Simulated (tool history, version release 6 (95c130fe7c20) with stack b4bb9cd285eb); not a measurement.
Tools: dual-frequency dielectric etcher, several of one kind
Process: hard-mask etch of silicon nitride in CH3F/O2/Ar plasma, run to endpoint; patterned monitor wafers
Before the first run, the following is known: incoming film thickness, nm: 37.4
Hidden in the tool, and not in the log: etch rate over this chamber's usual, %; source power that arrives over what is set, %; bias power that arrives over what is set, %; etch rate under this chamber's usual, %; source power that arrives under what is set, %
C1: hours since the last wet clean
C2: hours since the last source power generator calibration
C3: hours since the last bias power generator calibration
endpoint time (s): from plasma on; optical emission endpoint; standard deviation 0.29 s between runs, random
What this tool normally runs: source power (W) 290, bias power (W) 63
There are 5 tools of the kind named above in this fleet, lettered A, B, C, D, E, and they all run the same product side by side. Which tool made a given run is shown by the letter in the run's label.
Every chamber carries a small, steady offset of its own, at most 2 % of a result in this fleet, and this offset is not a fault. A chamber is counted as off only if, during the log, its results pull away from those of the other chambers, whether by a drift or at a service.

At hour 4.3: chamber E: wet clean of the chamber.
At hour 5.7: chamber B: wet clean of the chamber.
Run 1E, hour 11.1: usual settings; C1 6.8; C2 1325.6; C3 581.8. Result: endpoint time (s) 62.9.
Run 2B, hour 22.3: usual settings; C1 16.6; C2 4037.2; C3 2005.6. Result: endpoint time (s) 63.122.
Run 3D, hour 28: usual settings; C1 267.2; C2 2935.1; C3 513.3. Result: endpoint time (s) 63.704.
Run 4A, hour 38.9: usual settings; C1 103.4; C2 939.2; C3 548.3. Result: endpoint time (s) 63.113.
Run 5C, hour 48.1: usual settings; C1 107.8; C2 1217.1; C3 1306.5. Result: endpoint time (s) 64.633.
Run 6D, hour 55.5: usual settings; C1 294.7; C2 2962.6; C3 540.8. Result: endpoint time (s) 64.013.
Run 7E, hour 65: usual settings; C1 60.7; C2 1379.5; C3 635.7. Result: endpoint time (s) 63.543.
Run 8C, hour 70.4: usual settings; C1 130.1; C2 1239.4; C3 1328.8. Result: endpoint time (s) 64.285.
Run 9B, hour 77.5: usual settings; C1 71.8; C2 4092.4; C3 2060.8. Result: endpoint time (s) 62.842.
Run 10A, hour 84.7: usual settings but source power (W) 240, bias power (W) 50; C1 149.2; C2 985; C3 594.1. Result: endpoint time (s) 73.098.
Run 11A, hour 93.6: usual settings but source power (W) 240, bias power (W) 50; C1 158.1; C2 993.9; C3 603. Result: endpoint time (s) 73.244.
Run 12D, hour 98.9: usual settings but source power (W) 240, bias power (W) 50; C1 338.1; C2 3006; C3 584.2. Result: endpoint time (s) 74.44.
Run 13C, hour 104.2: usual settings but source power (W) 240, bias power (W) 50; C1 163.9; C2 1273.2; C3 1362.6. Result: endpoint time (s) 74.495.
Run 14E, hour 112.4: usual settings but source power (W) 240, bias power (W) 50; C1 108.1; C2 1426.9; C3 683.1. Result: endpoint time (s) 74.002.
Run 15B, hour 118.2: usual settings; C1 112.5; C2 4133.1; C3 2101.5. Result: endpoint time (s) 62.994.
Run 16E, hour 124.8: usual settings but source power (W) 250, bias power (W) 51; C1 120.5; C2 1439.3; C3 695.5. Result: endpoint time (s) 71.902.
Run 17A, hour 132.8: usual settings but source power (W) 250, bias power (W) 51; C1 197.3; C2 1033.1; C3 642.2. Result: endpoint time (s) 71.903.
Run 18C, hour 140.7: usual settings but source power (W) 250, bias power (W) 51; C1 200.4; C2 1309.7; C3 1399.1. Result: endpoint time (s) 72.766.
Run 19B, hour 146.6: usual settings but source power (W) 250, bias power (W) 51; C1 140.9; C2 4161.5; C3 2129.9. Result: endpoint time (s) 70.908.
Run 20D, hour 153.5: usual settings but source power (W) 250, bias power (W) 51; C1 392.7; C2 3060.6; C3 638.8. Result: endpoint time (s) 72.965.
Run 21B, hour 163.2: usual settings; C1 157.5; C2 4178.1; C3 2146.5. Result: endpoint time (s) 62.907.
Run 22C, hour 172.2: usual settings; C1 231.9; C2 1341.2; C3 1430.6. Result: endpoint time (s) 64.579.
Run 23D, hour 178.4: usual settings but source power (W) 310, bias power (W) 50; C1 417.6; C2 3085.5; C3 663.7. Result: endpoint time (s) 67.86.
Run 24A, hour 185.5: usual settings but source power (W) 310, bias power (W) 50; C1 250; C2 1085.8; C3 694.9. Result: endpoint time (s) 66.162.
Run 25E, hour 194.7: usual settings but source power (W) 310, bias power (W) 50; C1 190.4; C2 1509.2; C3 765.4. Result: endpoint time (s) 66.372.
Run 26C, hour 206.5: usual settings but source power (W) 310, bias power (W) 50; C1 266.2; C2 1375.5; C3 1464.9. Result: endpoint time (s) 67.162.
Run 27D, hour 216.9: usual settings but source power (W) 310, bias power (W) 50; C1 456.1; C2 3124; C3 702.2. Result: endpoint time (s) 68.389.
Run 28A, hour 228.2: usual settings; C1 292.7; C2 1128.5; C3 737.6. Result: endpoint time (s) 63.335.
Run 29B, hour 233.9: usual settings; C1 228.2; C2 4248.8; C3 2217.2. Result: endpoint time (s) 62.439.
Run 30E, hour 240.1: usual settings; C1 235.8; C2 1554.6; C3 810.8. Result: endpoint time (s) 63.586.
Run 31C, hour 247.8: usual settings; C1 307.5; C2 1416.8; C3 1506.2. Result: endpoint time (s) 64.497.
Run 32D, hour 257.8: usual settings but source power (W) 350, bias power (W) 57; C1 497; C2 3164.9; C3 743.1. Result: endpoint time (s) 63.005.
Run 33B, hour 266.6: usual settings but source power (W) 350, bias power (W) 57; C1 260.9; C2 4281.5; C3 2249.9. Result: endpoint time (s) 60.814.
Run 34E, hour 276.8: usual settings but source power (W) 350, bias power (W) 57; C1 272.5; C2 1591.3; C3 847.5. Result: endpoint time (s) 61.069.
At hour 278.7: chamber E: source power generator calibrated.
Run 35A, hour 283.6: usual settings but source power (W) 350, bias power (W) 57; C1 348.1; C2 1183.9; C3 793. Result: endpoint time (s) 60.555.
Run 36B, hour 289.7: usual settings but source power (W) 350, bias power (W) 57; C1 284; C2 4304.6; C3 2273. Result: endpoint time (s) 60.078.
Run 37C, hour 297.4: usual settings; C1 357.1; C2 1466.4; C3 1555.8. Result: endpoint time (s) 63.749.
Run 38E, hour 308.1: usual settings; C1 303.8; C2 29.5; C3 878.8. Result: endpoint time (s) 63.184.
Run 39D, hour 314.1: usual settings; C1 553.3; C2 3221.2; C3 799.4. Result: endpoint time (s) 66.766.
Run 40A, hour 323.8: usual settings; C1 388.3; C2 1224.1; C3 833.2. Result: endpoint time (s) 62.865.
Run 41C, hour 330.4: usual settings; C1 390.1; C2 1499.4; C3 1588.8. Result: endpoint time (s) 64.02.
Run 42A, hour 337: usual settings; C1 401.5; C2 1237.3; C3 846.4. Result: endpoint time (s) 62.967.
Run 43D, hour 348.3: usual settings but source power (W) 320, bias power (W) 55; C1 587.5; C2 3255.4; C3 833.6. Result: endpoint time (s) 68.062.
Run 44E, hour 353.5: usual settings but source power (W) 320, bias power (W) 55; C1 349.2; C2 74.9; C3 924.2. Result: endpoint time (s) 64.029.

Does one chamber stand apart from the rest, does the shared gauge drift, or is all well apart from small per-chamber offsets? Give the chamber and the most likely cause, where there is one.

Little by little, chamber D moves away from the other chambers.
Most likely cause: etch rate under this chamber's usual, % = 4.82.

Below are 4 candidate recipes for chamber D's next run, each the usual settings with a change, their results shown as question marks. Which of them brings D's results back in line with what the other chambers give on the usual settings?
Allowed miss from the other chambers' usual-settings mean, per result, to count as in line: endpoint time (s) 1
Run 45D-1, hour 362: usual settings but source power (W) 310, bias power (W) 68. Result: endpoint time (s) ?.
Run 45D-2, hour 362: usual settings but source power (W) 280, bias power (W) 61. Result: endpoint time (s) ?.
Run 45D-3, hour 362: usual settings but source power (W) 300, bias power (W) 65. Result: endpoint time (s) ?.
Run 45D-4, hour 362: usual settings but source power (W) 270, bias power (W) 58. Result: endpoint time (s) ?.

Mean of the other chambers on the usual settings: endpoint time (s) 63.314
  run  endpoint time (s)
45D-1             63.461
45D-2             68.423
45D-3             65.246
45D-4             70.554
It is 45D-1 that realigns the chamber with its peers.
